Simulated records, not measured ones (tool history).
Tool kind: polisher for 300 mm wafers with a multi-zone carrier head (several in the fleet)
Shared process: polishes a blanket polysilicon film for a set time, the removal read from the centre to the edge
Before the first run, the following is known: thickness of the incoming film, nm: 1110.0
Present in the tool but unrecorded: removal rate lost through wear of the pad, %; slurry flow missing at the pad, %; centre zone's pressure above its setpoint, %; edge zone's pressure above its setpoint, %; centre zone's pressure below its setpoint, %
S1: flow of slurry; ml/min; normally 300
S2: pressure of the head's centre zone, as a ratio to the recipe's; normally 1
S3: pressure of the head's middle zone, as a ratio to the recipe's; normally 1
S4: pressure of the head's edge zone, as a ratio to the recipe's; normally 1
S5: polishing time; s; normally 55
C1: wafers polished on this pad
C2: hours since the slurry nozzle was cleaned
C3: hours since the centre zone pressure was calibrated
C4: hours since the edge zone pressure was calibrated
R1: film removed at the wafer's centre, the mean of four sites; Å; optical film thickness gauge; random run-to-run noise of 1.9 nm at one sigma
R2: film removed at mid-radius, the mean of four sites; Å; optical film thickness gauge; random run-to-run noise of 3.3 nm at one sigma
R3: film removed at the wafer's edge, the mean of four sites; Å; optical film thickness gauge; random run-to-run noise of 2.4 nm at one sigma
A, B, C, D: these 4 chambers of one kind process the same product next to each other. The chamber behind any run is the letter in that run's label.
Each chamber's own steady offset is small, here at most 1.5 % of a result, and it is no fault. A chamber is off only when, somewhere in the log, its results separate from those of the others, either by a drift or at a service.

{"run": "1D", "day": 0.325, "S1": 300, "S2": 1, "S3": 1, "S4": 1, "S5": 55, "C1": 787, "C2": 138.9, "C3": 200.8, "C4": 503.8, "R1": 2582.3, "R2": 2550.4, "R3": 2530.2}
{"run": "2A", "day": 0.683, "S1": 300, "S2": 1, "S3": 1, "S4": 1, "S5": 55, "C1": 191, "C2": 398, "C3": 297, "C4": 117.6, "R1": 2614, "R2": 2592.4, "R3": 2608.2}
{"day": 0.738, "done": "chamber D: worn pad replaced by a new one"}
{"day": 0.838, "done": "chamber B: worn pad replaced by a new one"}
{"day": 1.142, "done": "chamber B: edge zone pressure recalibrated"}
{"run": "3B", "day": 1.179, "S1": 300, "S2": 1, "S3": 1, "S4": 1, "S5": 55, "C1": 92, "C2": 68.6, "C3": 349.2, "C4": 0.9, "R1": 2619.1, "R2": 2626.9, "R3": 2544.2}
{"run": "4C", "day": 1.654, "S1": 300, "S2": 1, "S3": 1, "S4": 1, "S5": 55, "C1": 1400, "C2": 287.1, "C3": 91.3, "C4": 362.9, "R1": 2572.3, "R2": 2572.4, "R3": 2587.9}
{"day": 1.783, "done": "chamber C: worn pad replaced by a new one"}
{"run": "5C", "day": 2.046, "S1": 300, "S2": 1, "S3": 1, "S4": 1, "S5": 55, "C1": 70, "C2": 296.5, "C3": 100.7, "C4": 372.3, "R1": 2594.7, "R2": 2626.4, "R3": 2571.7}
{"run": "6D", "day": 2.5, "S1": 300, "S2": 0.89, "S3": 1.07, "S4": 1, "S5": 55, "C1": 471, "C2": 191.1, "C3": 253, "C4": 556, "R1": 2267.6, "R2": 2761.6, "R3": 2545.2}
{"run": "7B", "day": 2.912, "S1": 300, "S2": 0.89, "S3": 1.07, "S4": 1, "S5": 55, "C1": 556, "C2": 110.2, "C3": 390.8, "C4": 42.5, "R1": 2281.1, "R2": 2849.6, "R3": 2571}
{"run": "8A", "day": 3.296, "S1": 300, "S2": 0.89, "S3": 1.07, "S4": 1, "S5": 55, "C1": 890, "C2": 460.7, "C3": 359.7, "C4": 180.3, "R1": 2313, "R2": 2801.5, "R3": 2553.2}
{"day": 3.438, "done": "chamber D: slurry nozzle cleaned"}
{"run": "9B", "day": 3.679, "S1": 300, "S2": 0.89, "S3": 1.07, "S4": 1, "S5": 55, "C1": 761, "C2": 128.6, "C3": 409.2, "C4": 60.9, "R1": 2261.8, "R2": 2777.2, "R3": 2576.5}
{"day": 3.833, "done": "chamber D: worn pad replaced by a new one"}
{"run": "10C", "day": 3.992, "S1": 300, "S2": 1, "S3": 1, "S4": 1, "S5": 55, "C1": 591, "C2": 343.2, "C3": 147.4, "C4": 419, "R1": 2602.8, "R2": 2628.8, "R3": 2598.4}
{"day": 4.058, "done": "chamber A: slurry nozzle cleaned"}
{"day": 4.283, "done": "chamber B: worn pad replaced by a new one"}
{"run": "11D", "day": 4.383, "S1": 300, "S2": 0.91, "S3": 1, "S4": 1.08, "S5": 55, "C1": 147, "C2": 22.8, "C3": 298.2, "C4": 601.2, "R1": 2304, "R2": 2550, "R3": 2669}
{"day": 4.617, "done": "chamber A: centre zone pressure recalibrated"}
{"run": "12A", "day": 4.938, "S1": 300, "S2": 0.91, "S3": 1, "S4": 1.08, "S5": 55, "C1": 1330, "C2": 21.2, "C3": 7.7, "C4": 219.7, "R1": 2447.5, "R2": 2631.7, "R3": 2720.6}
{"run": "13A", "day": 5.238, "S1": 300, "S2": 0.91, "S3": 1, "S4": 1.08, "S5": 55, "C1": 1410, "C2": 28.4, "C3": 14.9, "C4": 226.9, "R1": 2437.3, "R2": 2641.9, "R3": 2681.7}
{"day": 5.438, "done": "chamber A: worn pad replaced by a new one"}
{"run": "14B", "day": 5.567, "S1": 300, "S2": 0.91, "S3": 1, "S4": 1.08, "S5": 55, "C1": 344, "C2": 173.9, "C3": 454.5, "C4": 106.2, "R1": 2332.2, "R2": 2661.5, "R3": 2704.6}
{"run": "15C", "day": 5.996, "S1": 300, "S2": 1, "S3": 1, "S4": 1, "S5": 55, "C1": 1128, "C2": 391.3, "C3": 195.5, "C4": 467.1, "R1": 2562.9, "R2": 2509.8, "R3": 2588.7}
{"run": "16D", "day": 6.258, "S1": 300, "S2": 1, "S3": 1, "S4": 1, "S5": 55, "C1": 649, "C2": 67.8, "C3": 343.2, "C4": 646.2, "R1": 2581.3, "R2": 2538.4, "R3": 2576}
{"run": "17B", "day": 6.529, "S1": 300, "S2": 1, "S3": 1, "S4": 1, "S5": 55, "C1": 601, "C2": 197, "C3": 477.6, "C4": 129.3, "R1": 2543.4, "R2": 2609.1, "R3": 2567.9}
{"day": 6.542, "done": "chamber C: worn pad replaced by a new one"}
{"day": 6.712, "done": "chamber B: centre zone pressure recalibrated"}
{"run": "18D", "day": 6.996, "S1": 300, "S2": 1, "S3": 1, "S4": 1, "S5": 55, "C1": 847, "C2": 85.5, "C3": 360.9, "C4": 663.9, "R1": 2597.8, "R2": 2590.8, "R3": 2557.4}
{"day": 7.375, "done": "chamber B: worn pad replaced by a new one"}
{"day": 7.379, "done": "chamber D: worn pad replaced by a new one"}
{"run": "19C", "day": 7.538, "S1": 300, "S2": 1, "S3": 1, "S4": 1, "S5": 55, "C1": 267, "C2": 428.3, "C3": 232.5, "C4": 504.1, "R1": 2579.4, "R2": 2577.6, "R3": 2594.9}
{"day": 7.821, "done": "chamber D: centre zone pressure recalibrated"}
{"run": "20A", "day": 7.917, "S1": 300, "S2": 1, "S3": 1, "S4": 1, "S5": 55, "C1": 663, "C2": 92.7, "C3": 79.2, "C4": 291.2, "R1": 2714.9, "R2": 2544.3, "R3": 2619.3}
{"day": 8.158, "done": "chamber C: slurry nozzle cleaned"}
{"run": "21B", "day": 8.408, "S1": 300, "S2": 1, "S3": 1, "S4": 1, "S5": 55, "C1": 276, "C2": 242.1, "C3": 40.7, "C4": 174.4, "R1": 2578.1, "R2": 2643.8, "R3": 2544.5}
{"run": "22A", "day": 8.95, "S1": 300, "S2": 1, "S3": 1, "S4": 1, "S5": 55, "C1": 940, "C2": 117.5, "C3": 104, "C4": 316, "R1": 2740.9, "R2": 2498.8, "R3": 2612.3}
{"run": "23C", "day": 9.292, "S1": 300, "S2": 1, "S3": 1, "S4": 1, "S5": 55, "C1": 737, "C2": 27.3, "C3": 274.6, "C4": 546.2, "R1": 2598.4, "R2": 2623.8, "R3": 2537.8}
{"run": "24D", "day": 9.617, "S1": 300, "S2": 1, "S3": 1, "S4": 1, "S5": 55, "C1": 599, "C2": 148.4, "C3": 43.1, "C4": 726.8, "R1": 2602.9, "R2": 2618, "R3": 2560.7}
{"run": "25C", "day": 10.0, "S1": 300, "S2": 1, "S3": 1, "S4": 1, "S5": 55, "C1": 926, "C2": 44.3, "C3": 291.6, "C4": 563.2, "R1": 2590.4, "R2": 2534.6, "R3": 2610.4}
{"run": "26B", "day": 10.275, "S1": 300, "S2": 1, "S3": 1, "S4": 1, "S5": 55, "C1": 776, "C2": 286.9, "C3": 85.5, "C4": 219.2, "R1": 2548.6, "R2": 2554.7, "R3": 2552.6}

Is one chamber out of step, is the gauge drifting, or do the chambers differ by no more than their own small offsets? For an off chamber, give its letter and the likeliest cause.

After it was serviced, chamber A no longer matches the other chambers.
Likeliest cause: centre zone's pressure above its setpoint, % = 4.03.

Chamber A could run next with any of the 4 candidate recipes listed below; each alters the usual settings, and their results appear as question marks. Which one brings its results back in line with what the other chambers deliver on the usual settings?
In line here means within this much of the mean the other chambers give on the usual settings: R1 65 Å; R2 120 Å; R3 82 Å
{"run": "27A-1", "day": 10.675, "S1": 300, "S2": 0.97, "S3": 1.02, "S4": 1, "S5": 54, "R1": "?", "R2": "?", "R3": "?"}
{"run": "27A-2", "day": 10.675, "S1": 295, "S2": 0.94, "S3": 1.04, "S4": 1, "S5": 53, "R1": "?", "R2": "?", "R3": "?"}
{"run": "27A-3", "day": 10.675, "S1": 300, "S2": 1.03, "S3": 0.98, "S4": 1, "S5": 56, "R1": "?", "R2": "?", "R3": "?"}
{"run": "27A-4", "day": 10.675, "S1": 305, "S2": 1.06, "S3": 0.96, "S4": 1, "S5": 57, "R1": "?", "R2": "?", "R3": "?"}

On the usual settings, the other chambers give on average: R1 2587.7 Å; R2 2593.3 Å; R3 2568.7 Å
run=27A-1 R1=2584.5 R2=2604.6 R3=2567.1
run=27A-2 R1=2447.2 R2=2598.3 R3=2515.7
run=27A-3 R1=2859.6 R2=2603.4 R3=2663.7
run=27A-4 R1=3007.1 R2=2604.5 R3=2715.4
The right change is 27A-1: it brings the chamber back within the allowed miss of the others.
